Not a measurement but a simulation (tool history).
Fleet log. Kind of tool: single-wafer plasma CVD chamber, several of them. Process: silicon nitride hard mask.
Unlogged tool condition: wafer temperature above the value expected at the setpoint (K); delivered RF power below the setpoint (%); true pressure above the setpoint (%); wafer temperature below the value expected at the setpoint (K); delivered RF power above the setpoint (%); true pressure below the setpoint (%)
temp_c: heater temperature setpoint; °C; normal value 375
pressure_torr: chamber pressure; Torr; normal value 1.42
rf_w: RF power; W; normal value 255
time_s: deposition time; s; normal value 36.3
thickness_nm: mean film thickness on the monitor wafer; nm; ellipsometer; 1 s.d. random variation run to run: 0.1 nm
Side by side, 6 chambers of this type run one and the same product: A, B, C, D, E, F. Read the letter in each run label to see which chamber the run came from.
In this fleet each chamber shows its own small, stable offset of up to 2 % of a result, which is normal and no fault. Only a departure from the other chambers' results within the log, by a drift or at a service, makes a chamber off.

run	day	temp_c	pressure_torr	rf_w	time_s	hours since the last thermocouple change	hours since the last RF generator calibration	hours since the last manometer calibration	read-back reference wafer on the same gauge, thickness_nm	thickness_nm
1A	0.433	375	1.42	255	36.3	982.2	172.7	442.0	42.196	36.625
2D	0.850	375	1.42	255	36.3	834.3	1198.3	764.5	42.185	36.528
3F	1.254	375	1.42	255	36.3	1310.7	469.3	991.7	42.212	36.416
4C	1.462	375	1.42	255	36.3	1235.4	982.5	185.8	42.186	36.693
5B	1.883	387	1.42	275	36.3	2362.3	405.9	50.6	42.208	37.999
6E	2.192	387	1.42	275	36.3	618.4	1532.6	346.4	42.226	38.905
7A	2.588	387	1.42	275	36.3	1033.9	224.4	493.7	42.200	38.430
8D	3.012	387	1.42	275	36.3	886.2	1250.2	816.4	42.182	38.380
9B	3.221	387	1.42	275	36.3	2394.4	438.0	82.7	42.187	38.180
# day 3.329: chamber F: capacitance manometer re-zeroed and calibrated
10E	3.654	387	1.42	275	36.3	653.5	1567.7	381.5	42.189	38.830
11C	3.954	375	1.42	255	36.3	1295.2	1042.3	245.6	42.210	36.841
12F	4.162	361	1.42	255	30.8	1380.5	539.1	20.1	42.197	31.289
13D	4.592	361	1.42	255	30.8	924.1	1288.1	854.3	42.206	31.364
14C	4.796	361	1.42	255	30.8	1315.4	1062.5	265.8	42.192	31.309
15A	5.133	361	1.42	255	30.8	1095.0	285.5	554.8	42.192	31.537
16B	5.442	361	1.42	255	30.8	2447.7	491.3	136.0	42.178	31.060
17F	5.829	361	1.42	255	30.8	1420.5	579.1	60.1	42.192	31.099
18E	6.171	375	1.42	255	36.3	713.9	1628.1	441.9	42.205	36.993
19D	6.533	375	1.42	255	36.3	970.7	1334.7	900.9	42.207	36.844
20B	6.729	375	1.42	255	36.3	2478.6	522.2	166.9	42.225	36.471
# day 6.888: chamber F: thermocouple changed; heater temperature recalibrated
21E	7.062	375	1.42	255	36.3	735.3	1649.5	463.3	42.196	36.977
22C	7.358	375	1.42	255	36.3	1376.9	1124.0	327.3	42.192	36.867
23A	7.671	375	1.42	255	32.6	1155.9	346.4	615.7	42.168	33.406
24F	7.896	375	1.42	255	32.6	24.3	628.7	109.7	42.219	32.807
25C	8.317	375	1.42	255	32.6	1399.9	1147.0	350.3	42.209	33.064
26A	8.725	375	1.42	255	32.6	1181.2	371.7	641.0	42.221	33.314
27D	9.025	375	1.42	255	32.6	1030.5	1394.5	960.7	42.192	32.895
28E	9.383	375	1.42	255	32.6	791.0	1705.2	519.0	42.225	33.349
29B	9.821	375	1.42	255	36.3	2552.8	596.4	241.1	42.217	36.655
30F	10.262	375	1.42	255	36.3	81.1	685.5	166.5	42.202	36.464
31B	10.488	375	1.42	255	36.3	2568.8	612.4	257.1	42.184	36.576
32E	10.738	375	1.42	255	36.3	823.5	1737.7	551.5	42.203	37.099
33D	11.179	375	1.42	255	40.3	1082.2	1446.2	1012.4	42.218	40.690
34C	11.379	375	1.42	255	40.3	1473.4	1220.5	423.8	42.200	40.952
35F	11.812	375	1.42	255	40.3	118.3	722.7	203.7	42.188	40.791
36A	12.025	375	1.42	255	40.3	1260.4	450.9	720.2	42.197	41.650
37D	12.258	375	1.42	255	40.3	1108.1	1472.1	1038.3	42.216	40.741
# day 12.338: chamber B: thermocouple changed; heater temperature recalibrated
38C	12.458	375	1.42	255	40.3	1499.3	1246.4	449.7	42.249	40.933
39E	12.767	375	1.14	240	36.3	872.2	1786.4	600.2	42.223	33.127
40A	13.083	375	1.14	240	36.3	1285.8	476.3	745.6	42.200	33.557
41B	13.346	375	1.14	240	36.3	24.3	681.0	325.7	42.196	32.646
42F	13.629	375	1.14	240	36.3	161.9	766.3	247.3	42.203	32.779
43F	14.058	375	1.14	240	36.3	172.2	776.6	257.6	42.178	32.666
44B	14.500	375	1.14	240	36.3	52.0	708.7	353.4	42.182	32.529

All chambers now run identical settings, listed one chamber a line with results as question marks. What results will each chamber show?
45A	14.821	375	1.42	255	36.3					?
45B	14.821	375	1.42	255	36.3					?
45C	14.821	375	1.42	255	36.3					?
45D	14.821	375	1.42	255	36.3					?
45E	14.821	375	1.42	255	36.3					?
45F	14.821	375	1.42	255	36.3					?

run	thickness_nm
45A	37.315
45B	36.439
45C	36.799
45D	36.680
45E	37.008
45F	36.473
